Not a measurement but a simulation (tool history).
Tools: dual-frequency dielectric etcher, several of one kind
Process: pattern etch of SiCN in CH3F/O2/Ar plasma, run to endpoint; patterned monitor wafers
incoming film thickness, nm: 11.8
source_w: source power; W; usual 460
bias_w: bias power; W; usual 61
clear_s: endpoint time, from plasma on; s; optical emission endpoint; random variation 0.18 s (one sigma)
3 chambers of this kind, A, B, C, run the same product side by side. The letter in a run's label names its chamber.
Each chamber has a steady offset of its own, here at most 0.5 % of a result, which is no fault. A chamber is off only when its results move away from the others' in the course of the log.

| run | hour | source_w | bias_w | hours since the last wet clean | hours since the last source power generator calibration | hours since the last bias power generator calibration | clear_s |
|---|---|---|---|---|---|---|---|
| 1A | 11.3 | 460 | 61 | 456.2 | 212.7 | 983.1 | 31.095 |
| 2C | 25.4 | 460 | 61 | 553.6 | 1909.5 | 328.1 | 31.592 |
| 3B | 33.5 | 460 | 61 | 352.3 | 521.4 | 425.2 | 31.551 |
|  | 36.3 | chamber A: wet clean of the chamber |
| 4C | 43.9 | 460 | 61 | 572.1 | 1928.0 | 346.6 | 31.603 |
|  | 51.8 | chamber C: wet clean of the chamber |
| 5A | 55.4 | 520 | 74 | 19.1 | 256.8 | 1027.2 | 28.435 |
| 6B | 64.3 | 520 | 74 | 383.1 | 552.2 | 456.0 | 28.027 |
| 7A | 77.0 | 520 | 74 | 40.7 | 278.4 | 1048.8 | 28.264 |
| 8C | 88.7 | 460 | 61 | 36.9 | 1972.8 | 391.4 | 31.437 |
| 9B | 102.3 | 460 | 61 | 421.1 | 590.2 | 494.0 | 31.499 |
| 10C | 109.1 | 460 | 61 | 57.3 | 1993.2 | 411.8 | 31.889 |
| 11B | 120.6 | 460 | 61 | 439.4 | 608.5 | 512.3 | 31.223 |
| 12A | 130.4 | 460 | 61 | 94.1 | 331.8 | 1102.2 | 31.856 |
| 13C | 143.7 | 460 | 74 | 91.9 | 2027.8 | 446.4 | 29.562 |
| 14A | 150.4 | 460 | 74 | 114.1 | 351.8 | 1122.2 | 29.544 |
| 15B | 160.2 | 460 | 74 | 479.0 | 648.1 | 551.9 | 29.653 |
|  | 165.8 | chamber B: wet clean of the chamber |
| 16B | 171.9 | 460 | 61 | 6.2 | 659.8 | 563.6 | 31.641 |
| 17A | 182.0 | 460 | 61 | 145.7 | 383.4 | 1153.8 | 31.575 |
| 18C | 196.2 | 460 | 50 | 144.4 | 2080.3 | 498.9 | 33.963 |
| 19B | 208.5 | 460 | 50 | 42.8 | 696.4 | 600.2 | 33.654 |
| 20C | 215.0 | 460 | 50 | 163.2 | 2099.1 | 517.7 | 33.576 |
| 21A | 221.2 | 460 | 61 | 184.9 | 422.6 | 1193.0 | 31.674 |
| 22C | 233.2 | 460 | 61 | 181.4 | 2117.3 | 535.9 | 31.738 |
| 23A | 240.5 | 460 | 67 | 204.2 | 441.9 | 1212.3 | 30.600 |
| 24B | 249.4 | 460 | 67 | 83.7 | 737.3 | 641.1 | 30.456 |
| 25B | 263.6 | 460 | 67 | 97.9 | 751.5 | 655.3 | 30.353 |
| 26A | 270.9 | 460 | 61 | 234.6 | 472.3 | 1242.7 | 31.595 |
| 27C | 279.0 | 460 | 61 | 227.2 | 2163.1 | 581.7 | 31.288 |
| 28B | 290.6 | 460 | 61 | 124.9 | 778.5 | 682.3 | 31.685 |
| 29A | 299.1 | 460 | 61 | 262.8 | 500.5 | 1270.9 | 31.347 |
| 30C | 310.2 | 460 | 61 | 258.4 | 2194.3 | 612.9 | 31.736 |
| 31B | 321.6 | 460 | 61 | 155.9 | 809.5 | 713.3 | 31.665 |
| 32C | 331.1 | 510 | 46 | 279.3 | 2215.2 | 633.8 | 33.208 |
| 33A | 344.5 | 510 | 46 | 308.2 | 545.9 | 1316.3 | 32.988 |
| 34B | 357.2 | 510 | 46 | 191.5 | 845.1 | 748.9 | 33.165 |
| 35A | 367.6 | 460 | 61 | 331.3 | 569.0 | 1339.4 | 31.502 |
| 36C | 378.9 | 460 | 61 | 327.1 | 2263.0 | 681.6 | 31.807 |
| 37C | 389.4 | 460 | 61 | 337.6 | 2273.5 | 692.1 | 31.447 |
| 38A | 399.5 | 460 | 61 | 363.2 | 600.9 | 1371.3 | 31.575 |
| 39B | 412.0 | 460 | 61 | 246.3 | 899.9 | 803.7 | 31.770 |
| 40A | 423.7 | 460 | 61 | 387.4 | 625.1 | 1395.5 | 31.800 |

Next, every chamber runs the same settings. What will each give?
| 41A | 433.9 | 460 | 61 |  |  |  | ? |
| 41B | 433.9 | 460 | 61 |  |  |  | ? |
| 41C | 433.9 | 460 | 61 |  |  |  | ? |

| run | clear_s |
|---|---|
| 41A | 31.563 |
| 41B | 31.769 |
| 41C | 31.311 |

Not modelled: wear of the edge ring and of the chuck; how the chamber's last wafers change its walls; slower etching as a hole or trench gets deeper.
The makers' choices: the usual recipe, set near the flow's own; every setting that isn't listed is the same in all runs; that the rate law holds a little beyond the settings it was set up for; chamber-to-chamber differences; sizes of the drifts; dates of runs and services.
